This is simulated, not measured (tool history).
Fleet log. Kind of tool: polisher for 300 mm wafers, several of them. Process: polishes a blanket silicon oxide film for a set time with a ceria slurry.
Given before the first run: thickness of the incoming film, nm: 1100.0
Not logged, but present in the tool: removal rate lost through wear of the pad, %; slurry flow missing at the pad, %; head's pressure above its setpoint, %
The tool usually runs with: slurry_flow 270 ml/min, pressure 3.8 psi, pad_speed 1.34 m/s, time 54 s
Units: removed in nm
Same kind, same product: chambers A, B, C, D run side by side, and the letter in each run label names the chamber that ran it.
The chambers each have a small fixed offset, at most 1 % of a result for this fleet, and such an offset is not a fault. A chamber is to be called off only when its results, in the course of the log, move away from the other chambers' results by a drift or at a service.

run	day	slurry_flow	pressure	pad_speed	time	wafers polished on this pad	hours since the slurry nozzle was cleaned	hours since the head pressure was calibrated	removed
# day 0.008: chamber C: worn pad replaced by a new one
1C	0.188	270	3.8	1.34	54	68	210.6	328.7	345.62
# day 0.442: chamber C: slurry nozzle cleaned
2A	0.454	270	3.8	1.34	54	1169	138.9	225.6	348.39
3D	0.692	270	3.8	1.34	54	420	72.0	116.7	354.05
4B	0.954	270	3.8	1.34	54	665	770.3	222.4	342.06
# day 0.967: chamber B: worn pad replaced by a new one
5D	1.133	270	3.8	1.34	54	587	82.6	127.3	347.96
# day 1.379: chamber A: worn pad replaced by a new one
6B	1.383	270	3.8	1.34	54	157	780.6	232.7	355.52
# day 1.525: chamber C: head pressure recalibrated
7A	1.638	270	3.8	1.34	54	98	167.3	254.0	339.55
8C	1.821	270	3.8	1.34	54	683	33.2	7.2	346.60
9B	2.008	270	3.8	1.34	54	393	795.6	247.7	340.09
# day 2.021: chamber D: worn pad replaced by a new one
10C	2.217	270	3.8	1.34	54	833	42.7	16.7	341.15
# day 2.388: chamber B: slurry nozzle cleaned
11A	2.446	270	3.8	1.34	54	403	186.7	273.4	342.09
12D	2.604	270	3.8	1.34	54	220	117.9	162.6	340.64
13D	2.862	270	3.8	1.34	54	318	124.1	168.8	347.93
# day 3.071: chamber B: worn pad replaced by a new one
14A	3.171	270	2.7	1.34	54	676	204.1	290.8	249.25
15B	3.354	270	2.7	1.34	54	107	23.3	280.0	236.60
# day 3.442: chamber C: worn pad replaced by a new one
16C	3.596	270	2.7	1.34	54	58	75.8	49.8	246.58
17A	3.879	270	2.7	1.34	54	943	221.1	307.8	250.82
18B	4.083	270	3.8	1.34	54	382	40.8	297.5	340.48
19D	4.238	270	3.8	1.34	54	836	157.1	201.8	348.94
20C	4.475	310	3.8	1.34	60	390	96.9	70.9	385.94
21B	4.612	310	3.8	1.34	60	582	53.5	310.2	385.40
22C	4.746	310	3.8	1.34	60	492	103.4	77.4	390.75
# day 4.788: chamber D: worn pad replaced by a new one
# day 4.850: chamber A: head pressure recalibrated
23D	4.917	310	3.8	1.34	60	49	173.4	218.1	391.79
# day 5.096: chamber B: worn pad replaced by a new one
24A	5.183	270	3.8	1.34	54	1435	252.4	8.1	339.68
25D	5.475	270	3.8	1.34	54	260	186.8	231.5	355.10
# day 5.562: chamber A: worn pad replaced by a new one
# day 5.717: chamber B: head pressure recalibrated
26C	5.733	320	3.2	1.34	54	864	127.1	101.1	296.23
27A	5.942	320	3.2	1.34	54	144	270.6	26.3	296.07
28B	6.112	320	3.2	1.34	54	384	89.5	9.5	296.77
29C	6.283	320	3.2	1.34	54	1072	140.3	114.3	298.08
# day 6.421: chamber C: worn pad replaced by a new one
30D	6.421	270	3.8	1.34	54	616	209.5	254.2	348.62
31A	6.583	270	3.8	1.34	54	386	286.0	41.7	351.22
# day 6.808: chamber B: worn pad replaced by a new one
32B	6.888	360	3.8	1.34	54	30	108.1	28.1	344.38
# day 6.946: chamber D: worn pad replaced by a new one
33A	7.150	360	3.8	1.34	54	599	299.6	55.3	359.86
34B	7.396	360	3.8	1.34	54	222	120.3	40.3	354.27
35D	7.625	360	3.8	1.34	54	256	238.4	283.1	362.31
36C	7.796	270	3.8	1.04	54	519	176.6	150.6	267.42
37B	7.992	270	3.8	1.04	54	446	134.6	54.6	264.43
38A	8.138	270	3.8	1.04	54	971	323.3	79.0	268.96
# day 8.429: chamber A: slurry nozzle cleaned
39C	8.442	270	3.8	1.04	54	763	192.1	166.1	267.48
40D	8.704	270	3.8	1.34	54	663	264.3	309.0	350.79
41D	8.875	270	3.8	1.34	54	727	268.4	313.1	342.87
# day 8.962: chamber A: worn pad replaced by a new one
42C	9.133	270	3.8	1.34	54	1024	208.7	182.7	332.44
43A	9.304	270	3.8	1.34	54	129	21.0	107.0	345.34

Next, every chamber runs the same settings. What will each give?
44A	9.525	270	3.8	1.34	47				?
44B	9.525	270	3.8	1.34	47				?
44C	9.525	270	3.8	1.34	47				?
44D	9.525	270	3.8	1.34	47				?

run	removed
44A	308.75
44B	297.32
44C	294.49
44D	303.05

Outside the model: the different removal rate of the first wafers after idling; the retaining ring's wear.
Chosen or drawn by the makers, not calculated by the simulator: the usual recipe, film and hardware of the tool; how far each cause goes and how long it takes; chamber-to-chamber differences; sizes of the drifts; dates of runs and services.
